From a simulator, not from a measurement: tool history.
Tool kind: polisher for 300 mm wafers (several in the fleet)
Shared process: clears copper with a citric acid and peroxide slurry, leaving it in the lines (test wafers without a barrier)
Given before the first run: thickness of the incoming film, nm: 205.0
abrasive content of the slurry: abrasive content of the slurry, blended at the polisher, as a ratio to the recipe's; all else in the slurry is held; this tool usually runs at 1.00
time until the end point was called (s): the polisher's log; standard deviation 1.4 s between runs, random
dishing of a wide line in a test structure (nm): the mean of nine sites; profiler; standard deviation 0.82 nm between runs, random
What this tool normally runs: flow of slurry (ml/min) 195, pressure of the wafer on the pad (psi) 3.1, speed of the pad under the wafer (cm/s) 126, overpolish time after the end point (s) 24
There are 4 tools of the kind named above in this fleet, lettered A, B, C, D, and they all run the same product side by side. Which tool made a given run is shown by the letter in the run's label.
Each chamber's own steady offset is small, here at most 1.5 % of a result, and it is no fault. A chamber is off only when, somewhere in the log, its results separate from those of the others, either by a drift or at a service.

run	hour	flow of slurry (ml/min)	pressure of the wafer on the pad (psi)	speed of the pad under the wafer (cm/s)	abrasive content of the slurry	overpolish time after the end point (s)	time until the end point was called (s)	dishing of a wide line in a test structure (nm)
1C	7.0	195	3.1	126	1.00	24	71.957	36.393
# hour 10.8: chamber D: slurry blender recalibrated
2D	14.3	195	3.1	126	1.00	24	70.919	36.978
3B	19.6	195	3.1	126	1.00	24	71.158	37.595
4A	26.2	195	3.1	126	1.00	24	71.739	37.450
5B	34.4	195	3.1	126	1.00	24	71.634	36.848
6A	44.0	195	3.1	126	1.00	24	75.742	36.820
7D	52.1	195	3.1	126	1.00	24	72.075	37.319
8C	58.7	195	3.1	126	1.00	24	70.015	37.167
# hour 61.6: chamber A: worn pad replaced by a new one
9D	68.2	195	3.1	126	1.00	24	70.959	37.805
10A	77.7	195	3.1	126	1.00	24	72.486	37.107
# hour 79.7: chamber A: head pressure recalibrated
# hour 85.3: chamber D: worn pad replaced by a new one
11B	89.4	240	3.1	126	1.00	32	71.792	45.561
# hour 96.1: chamber C: worn pad replaced by a new one
# hour 96.1: chamber A: slurry nozzle cleaned
12C	97.6	240	3.1	126	1.00	32	69.580	42.023
13D	107.8	240	3.1	126	1.00	32	70.150	43.133
# hour 114.5: chamber B: worn pad replaced by a new one
14C	118.8	240	3.1	126	1.00	32	70.509	43.532
# hour 121.1: chamber A: slurry blender recalibrated
15A	127.5	195	3.1	126	1.00	24	70.545	36.826
16B	135.5	195	3.1	126	1.00	24	73.377	36.923
# hour 140.3: chamber C: head pressure recalibrated
17B	145.5	195	3.1	126	1.00	24	71.095	35.899
18D	152.1	195	3.1	126	1.00	24	69.150	36.444
# hour 157.5: chamber D: head pressure recalibrated
19C	162.9	195	3.1	126	1.00	24	70.638	37.028
20A	171.4	195	3.1	126	1.00	24	69.906	36.482
21D	182.2	195	3.1	126	1.00	24	64.523	39.731
22B	189.4	195	3.1	126	1.00	24	72.153	37.032
# hour 190.7: chamber C: worn pad replaced by a new one
# hour 194.3: chamber A: worn pad replaced by a new one
23C	194.6	195	3.1	126	1.00	24	72.195	35.596
24A	200.9	195	3.5	126	0.85	24	63.751	39.171
25C	209.7	195	3.5	126	0.85	24	66.878	38.340
# hour 210.8: chamber D: worn pad replaced by a new one
26A	217.0	195	3.5	126	0.85	24	66.372	38.924
27B	227.8	195	3.5	126	0.85	24	66.398	39.121
# hour 229.4: chamber B: slurry blender recalibrated
# hour 230.0: chamber B: head pressure recalibrated
28D	236.2	195	3.1	126	1.00	24	64.855	38.594
29C	247.4	195	3.1	126	1.00	24	68.018	36.839
30B	254.0	195	3.1	126	1.00	24	72.478	35.090
31A	261.5	195	3.1	126	1.00	24	70.709	37.605
32D	272.2	195	3.1	126	1.00	24	64.567	38.238
# hour 278.1: chamber D: slurry blender recalibrated
33A	279.0	195	3.1	126	1.00	24	68.479	34.960
# hour 288.6: chamber C: worn pad replaced by a new one
34C	289.0	195	3.1	126	1.00	24	69.502	35.885
35D	297.8	195	3.1	126	1.00	24	64.738	41.453
36B	306.1	195	3.1	126	1.00	24	73.853	38.408

Which is it: a chamber that has drifted or been left off by a service, a gauge drift common to all chambers, or only each chamber's usual small offset? If a chamber is off, name it and its likeliest cause.

Chamber D came out of a service off from its peers and stayed that way.
What lies behind it: head's pressure above its setpoint, % = 11.8.

Which of the 4 candidates below, each the usual settings with something changed and its results left as question marks, puts chamber D back in line with what the other chambers give on the usual settings?
To be in line, a result may differ from the other chambers' mean on the usual settings by at most: time until the end point was called (s) 5.000; dishing of a wide line in a test structure (nm) 2.900
37D-1	314.7	195	3.3	132	1.00	24	?	?
37D-2	314.7	200	3.5	140	1.00	24	?	?
37D-3	314.7	190	2.7	112	1.00	24	?	?
37D-4	314.7	195	2.9	120	1.00	24	?	?

On the usual settings, the other chambers give on average: time until the end point was called (s) 71.977; dishing of a wide line in a test structure (nm) 36.616
run	time until the end point was called (s)	dishing of a wide line in a test structure (nm)
37D-1	58.697	41.304
37D-2	52.173	44.066
37D-3	83.842	33.028
37D-4	72.961	36.190
The answer is 37D-4, which returns the chamber to within the allowed miss of the others.
